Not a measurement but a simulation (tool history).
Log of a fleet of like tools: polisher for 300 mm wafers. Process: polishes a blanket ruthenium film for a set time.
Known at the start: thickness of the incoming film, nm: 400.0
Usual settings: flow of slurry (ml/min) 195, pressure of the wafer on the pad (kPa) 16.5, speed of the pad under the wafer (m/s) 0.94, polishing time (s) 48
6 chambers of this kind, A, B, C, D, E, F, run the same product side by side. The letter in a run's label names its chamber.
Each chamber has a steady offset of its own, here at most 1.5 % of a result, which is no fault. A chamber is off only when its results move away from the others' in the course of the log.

| run | hour | flow of slurry (ml/min) | pressure of the wafer on the pad (kPa) | speed of the pad under the wafer (m/s) | polishing time (s) | film removed (angstrom) |
|---|---|---|---|---|---|---|
| 1E | 4.3 | 195 | 16.5 | 0.94 | 48 | 641.07 |
|  | 7.0 | chamber A: worn pad replaced by a new one |
| 2D | 7.3 | 195 | 16.5 | 0.94 | 48 | 639.20 |
| 3F | 11.6 | 195 | 16.5 | 0.94 | 48 | 657.84 |
|  | 12.1 | chamber D: head pressure recalibrated |
| 4A | 16.2 | 195 | 16.5 | 0.94 | 48 | 651.80 |
| 5C | 19.1 | 195 | 16.5 | 0.94 | 48 | 658.18 |
| 6B | 22.4 | 195 | 16.5 | 0.94 | 48 | 643.02 |
| 7C | 24.8 | 195 | 16.5 | 0.94 | 48 | 638.20 |
|  | 26.3 | chamber B: worn pad replaced by a new one |
| 8F | 29.3 | 195 | 16.5 | 0.94 | 48 | 659.31 |
| 9B | 31.5 | 195 | 16.5 | 0.94 | 48 | 650.31 |
| 10D | 35.9 | 230 | 16.5 | 0.94 | 48 | 640.15 |
| 11E | 40.1 | 230 | 16.5 | 0.94 | 48 | 646.76 |
| 12A | 44.5 | 230 | 16.5 | 0.94 | 48 | 665.99 |
|  | 47.0 | chamber A: head pressure recalibrated |
| 13D | 48.9 | 230 | 16.5 | 0.94 | 48 | 660.36 |
| 14A | 51.3 | 230 | 16.5 | 0.94 | 48 | 658.27 |
| 15B | 54.3 | 230 | 16.5 | 0.94 | 48 | 657.09 |
| 16E | 56.8 | 195 | 19.3 | 0.94 | 48 | 757.22 |
| 17F | 60.0 | 195 | 19.3 | 0.94 | 48 | 764.51 |
|  | 60.2 | chamber E: worn pad replaced by a new one |
| 18C | 62.6 | 195 | 19.3 | 0.94 | 48 | 761.67 |
| 19F | 65.0 | 195 | 19.3 | 0.94 | 48 | 752.85 |
| 20E | 68.8 | 195 | 19.3 | 0.94 | 48 | 753.26 |
|  | 70.1 | chamber A: worn pad replaced by a new one |
|  | 70.2 | chamber D: worn pad replaced by a new one |
| 21A | 72.7 | 195 | 19.3 | 0.94 | 48 | 763.52 |
| 22B | 75.2 | 195 | 16.5 | 1.24 | 62 | 1083.10 |
|  | 78.3 | chamber C: head pressure recalibrated |
| 23C | 79.3 | 195 | 16.5 | 1.24 | 62 | 1220.20 |
| 24D | 82.3 | 195 | 16.5 | 1.24 | 62 | 1079.90 |
|  | 82.9 | chamber F: worn pad replaced by a new one |
| 25C | 85.3 | 195 | 16.5 | 1.24 | 62 | 1197.40 |
| 26A | 87.7 | 195 | 16.5 | 1.24 | 62 | 1110.80 |
| 27D | 91.4 | 195 | 16.5 | 1.24 | 62 | 1082.00 |
| 28F | 94.7 | 195 | 16.5 | 0.94 | 48 | 651.71 |
| 29E | 98.0 | 195 | 16.5 | 0.94 | 48 | 634.31 |
| 30B | 102.7 | 195 | 16.5 | 0.94 | 48 | 640.64 |
| 31B | 106.3 | 195 | 16.5 | 0.94 | 48 | 628.68 |
| 32C | 109.1 | 195 | 16.5 | 0.94 | 48 | 723.02 |
| 33E | 112.7 | 195 | 16.5 | 0.94 | 48 | 639.83 |
| 34F | 116.7 | 195 | 16.5 | 0.94 | 48 | 651.45 |
| 35A | 120.9 | 195 | 16.5 | 0.94 | 48 | 642.04 |
| 36D | 124.4 | 195 | 16.5 | 0.94 | 48 | 646.38 |
| 37D | 127.1 | 195 | 16.5 | 0.94 | 48 | 639.69 |
| 38B | 131.0 | 260 | 16.5 | 0.94 | 41 | 564.27 |
| 39A | 135.6 | 260 | 16.5 | 0.94 | 41 | 570.59 |
| 40F | 139.6 | 260 | 16.5 | 0.94 | 41 | 574.26 |
| 41E | 144.3 | 260 | 16.5 | 0.94 | 41 | 563.68 |

Is one chamber off against the others, does the gauge drift, or is nothing wrong? If a chamber is off, say which, and what the likeliest cause is.

A service left chamber C off against the others.
Cause: head's pressure above its setpoint, % = 9.19.

Here are 4 candidates for chamber C's next run, each the usual settings with a change, their results left as question marks. Which one brings its results back in line with what the others give on the usual settings?
In line means no further than this from the other chambers' mean on the usual settings: film removed (angstrom) 27.00
| 42C-1 | 147.8 | 195 | 15.9 | 0.88 | 45 | ? |
| 42C-2 | 147.8 | 195 | 15.9 | 0.94 | 46 | ? |
| 42C-3 | 147.8 | 200 | 17.9 | 0.94 | 52 | ? |
| 42C-4 | 147.8 | 195 | 17.2 | 0.98 | 48 | ? |

The other chambers' mean on the usual settings: film removed (angstrom) 643.88
| run | film removed (angstrom) |
|---|---|
| 42C-1 | 595.19 |
| 42C-2 | 650.45 |
| 42C-3 | 834.65 |
| 42C-4 | 769.91 |
42C-2 brings the chamber back in line.
